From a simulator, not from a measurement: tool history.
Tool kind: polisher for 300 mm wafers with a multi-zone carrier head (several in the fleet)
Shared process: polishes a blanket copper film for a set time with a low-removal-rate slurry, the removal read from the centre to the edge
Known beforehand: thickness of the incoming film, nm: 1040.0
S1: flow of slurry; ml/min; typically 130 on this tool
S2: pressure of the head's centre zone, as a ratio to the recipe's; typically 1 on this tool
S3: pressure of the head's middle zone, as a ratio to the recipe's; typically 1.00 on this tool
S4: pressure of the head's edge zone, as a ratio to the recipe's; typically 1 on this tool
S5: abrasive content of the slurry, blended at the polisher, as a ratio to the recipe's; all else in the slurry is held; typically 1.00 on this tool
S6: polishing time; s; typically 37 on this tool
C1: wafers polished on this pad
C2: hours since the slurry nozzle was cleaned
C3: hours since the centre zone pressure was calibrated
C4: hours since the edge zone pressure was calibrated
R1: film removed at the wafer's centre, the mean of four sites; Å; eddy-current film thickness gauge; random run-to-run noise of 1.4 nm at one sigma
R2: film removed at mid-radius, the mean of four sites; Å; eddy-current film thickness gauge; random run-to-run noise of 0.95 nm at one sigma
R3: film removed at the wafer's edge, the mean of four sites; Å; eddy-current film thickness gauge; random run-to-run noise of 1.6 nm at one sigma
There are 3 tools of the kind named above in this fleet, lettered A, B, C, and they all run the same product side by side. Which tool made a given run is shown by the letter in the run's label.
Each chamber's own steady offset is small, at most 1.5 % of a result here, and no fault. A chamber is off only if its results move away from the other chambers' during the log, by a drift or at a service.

| run | hour | S1 | S2 | S3 | S4 | S5 | S6 | C1 | C2 | C3 | C4 | R1 | R2 | R3 |
|---|---|---|---|---|---|---|---|---|---|---|---|---|---|---|
|  | 5.0 | chamber B: worn pad replaced by a new one |
| 1B | 7.7 | 130 | 1 | 1.00 | 1 | 1.00 | 37 | 28 | 142.9 | 508.3 | 71.0 | 1048.3 | 1057.30 | 1056.0 |
| 2C | 13.1 | 130 | 1 | 1.00 | 1 | 1.00 | 37 | 162 | 70.9 | 17.7 | 287.6 | 1052.5 | 1058.40 | 1044.8 |
| 3A | 19.8 | 130 | 1 | 1.00 | 1 | 1.00 | 37 | 581 | 259.4 | 367.9 | 560.2 | 1058.5 | 1081.70 | 1076.6 |
| 4C | 24.7 | 130 | 1 | 1.00 | 1 | 1.00 | 37 | 285 | 82.5 | 29.3 | 299.2 | 1047.0 | 1057.10 | 1037.0 |
| 5A | 30.3 | 130 | 1 | 1.00 | 1 | 1.15 | 42 | 692 | 269.9 | 378.4 | 570.7 | 1218.0 | 1254.60 | 1256.2 |
| 6B | 38.5 | 130 | 1 | 1.00 | 1 | 1.15 | 42 | 355 | 173.7 | 539.1 | 101.8 | 1256.5 | 1232.10 | 1212.3 |
| 7C | 45.2 | 130 | 1 | 1.00 | 1 | 1.15 | 42 | 502 | 103.0 | 49.8 | 319.7 | 1245.8 | 1233.20 | 1238.8 |
|  | 50.1 | chamber B: worn pad replaced by a new one |
|  | 52.4 | chamber C: worn pad replaced by a new one |
| 8A | 53.2 | 130 | 1 | 1.00 | 1 | 1.00 | 37 | 935 | 292.8 | 401.3 | 593.6 | 1051.1 | 1053.70 | 1049.4 |
| 9B | 59.7 | 130 | 1 | 1.00 | 1 | 1.00 | 37 | 101 | 194.9 | 560.3 | 123.0 | 1045.7 | 1062.80 | 1057.1 |
| 10C | 64.5 | 130 | 1 | 1.00 | 1 | 1.00 | 37 | 128 | 122.3 | 69.1 | 339.0 | 1051.4 | 1064.70 | 1046.1 |
| 11B | 73.3 | 130 | 1 | 1.00 | 1 | 1.00 | 37 | 245 | 208.5 | 573.9 | 136.6 | 1063.2 | 1067.90 | 1042.7 |
|  | 74.7 | chamber A: worn pad replaced by a new one |
| 12A | 80.2 | 130 | 1 | 1.00 | 1 | 1.00 | 37 | 58 | 319.8 | 428.3 | 620.6 | 1068.9 | 1080.60 | 1054.0 |
| 13A | 85.5 | 130 | 1 | 1.00 | 1 | 1.00 | 37 | 114 | 325.1 | 433.6 | 625.9 | 1029.7 | 1054.50 | 1047.7 |
|  | 93.5 | chamber B: worn pad replaced by a new one |
| 14C | 94.9 | 130 | 1 | 1.00 | 1 | 1.00 | 37 | 450 | 152.7 | 99.5 | 369.4 | 1071.6 | 1069.30 | 1088.7 |
| 15B | 102.0 | 130 | 1 | 1.00 | 1 | 1.00 | 37 | 90 | 237.2 | 602.6 | 165.3 | 1054.6 | 1071.80 | 1070.9 |
|  | 103.8 | chamber C: worn pad replaced by a new one |
| 16C | 109.0 | 130 | 1 | 1.00 | 1 | 1.00 | 37 | 55 | 166.8 | 113.6 | 383.5 | 1052.7 | 1055.40 | 1072.9 |
| 17A | 117.3 | 130 | 1 | 1.00 | 1 | 1.00 | 37 | 451 | 356.9 | 465.4 | 657.7 | 1053.7 | 1062.00 | 1048.8 |
| 18B | 122.1 | 130 | 1 | 1.00 | 1 | 1.00 | 37 | 303 | 257.3 | 622.7 | 185.4 | 1099.3 | 1080.60 | 1084.3 |
| 19B | 129.9 | 130 | 1 | 1.00 | 1 | 1.00 | 37 | 386 | 265.1 | 630.5 | 193.2 | 1082.8 | 1067.20 | 1066.4 |
|  | 134.7 | chamber B: slurry nozzle cleaned |
| 20C | 136.7 | 130 | 1 | 0.91 | 1 | 1.00 | 37 | 349 | 194.5 | 141.3 | 411.2 | 1047.4 | 966.98 | 1065.4 |
|  | 137.9 | chamber B: worn pad replaced by a new one |
| 21A | 142.8 | 130 | 1 | 0.91 | 1 | 1.00 | 37 | 721 | 382.4 | 490.9 | 683.2 | 1052.0 | 983.98 | 1061.6 |
| 22A | 148.2 | 130 | 1 | 0.91 | 1 | 1.00 | 37 | 778 | 387.8 | 496.3 | 688.6 | 1058.9 | 966.63 | 1053.0 |
| 23C | 155.0 | 130 | 1 | 1.00 | 1 | 1.00 | 37 | 542 | 212.8 | 159.6 | 429.5 | 1038.2 | 1053.20 | 1081.1 |
|  | 160.3 | chamber C: worn pad replaced by a new one |
| 24B | 160.3 | 130 | 1 | 1.00 | 1 | 1.00 | 37 | 237 | 25.7 | 660.9 | 223.6 | 1067.5 | 1076.00 | 1051.5 |
| 25B | 168.0 | 130 | 1 | 1.00 | 1 | 1.00 | 37 | 319 | 33.4 | 668.6 | 231.3 | 1071.7 | 1047.50 | 1076.0 |
|  | 169.8 | chamber A: worn pad replaced by a new one |
| 26C | 172.2 | 130 | 1 | 1.00 | 1 | 1.00 | 37 | 126 | 230.0 | 176.8 | 446.7 | 1033.3 | 1057.30 | 1040.7 |
| 27A | 178.7 | 130 | 1 | 1.00 | 1 | 1.00 | 37 | 95 | 418.3 | 526.8 | 719.1 | 1059.1 | 1041.90 | 1055.4 |
|  | 187.1 | chamber B: worn pad replaced by a new one |
| 28C | 187.7 | 130 | 1 | 1.00 | 1 | 1.00 | 37 | 291 | 245.5 | 192.3 | 462.2 | 1051.1 | 1074.40 | 1061.7 |
| 29A | 197.2 | 130 | 1 | 1.00 | 1 | 1.00 | 37 | 291 | 436.8 | 545.3 | 737.6 | 1084.7 | 1058.10 | 1060.6 |
| 30B | 206.3 | 130 | 1 | 1.00 | 1 | 1.00 | 37 | 203 | 71.7 | 706.9 | 269.6 | 1069.8 | 1071.90 | 1053.4 |
|  | 209.6 | chamber C: worn pad replaced by a new one |
|  | 212.5 | chamber A: slurry nozzle cleaned |
| 31A | 214.9 | 130 | 1 | 0.95 | 1 | 1.00 | 37 | 478 | 2.4 | 563.0 | 755.3 | 1058.4 | 1036.10 | 1053.3 |
| 32C | 220.5 | 130 | 1 | 0.95 | 1 | 1.00 | 37 | 115 | 278.3 | 225.1 | 495.0 | 1069.0 | 1017.40 | 1075.5 |

Is one chamber out of step, is the gauge drifting, or do the chambers differ by no more than their own small offsets? For an off chamber, give its letter and the likeliest cause.

All chambers stay in line apart from their small fixed offsets, and the gauge does not drift.

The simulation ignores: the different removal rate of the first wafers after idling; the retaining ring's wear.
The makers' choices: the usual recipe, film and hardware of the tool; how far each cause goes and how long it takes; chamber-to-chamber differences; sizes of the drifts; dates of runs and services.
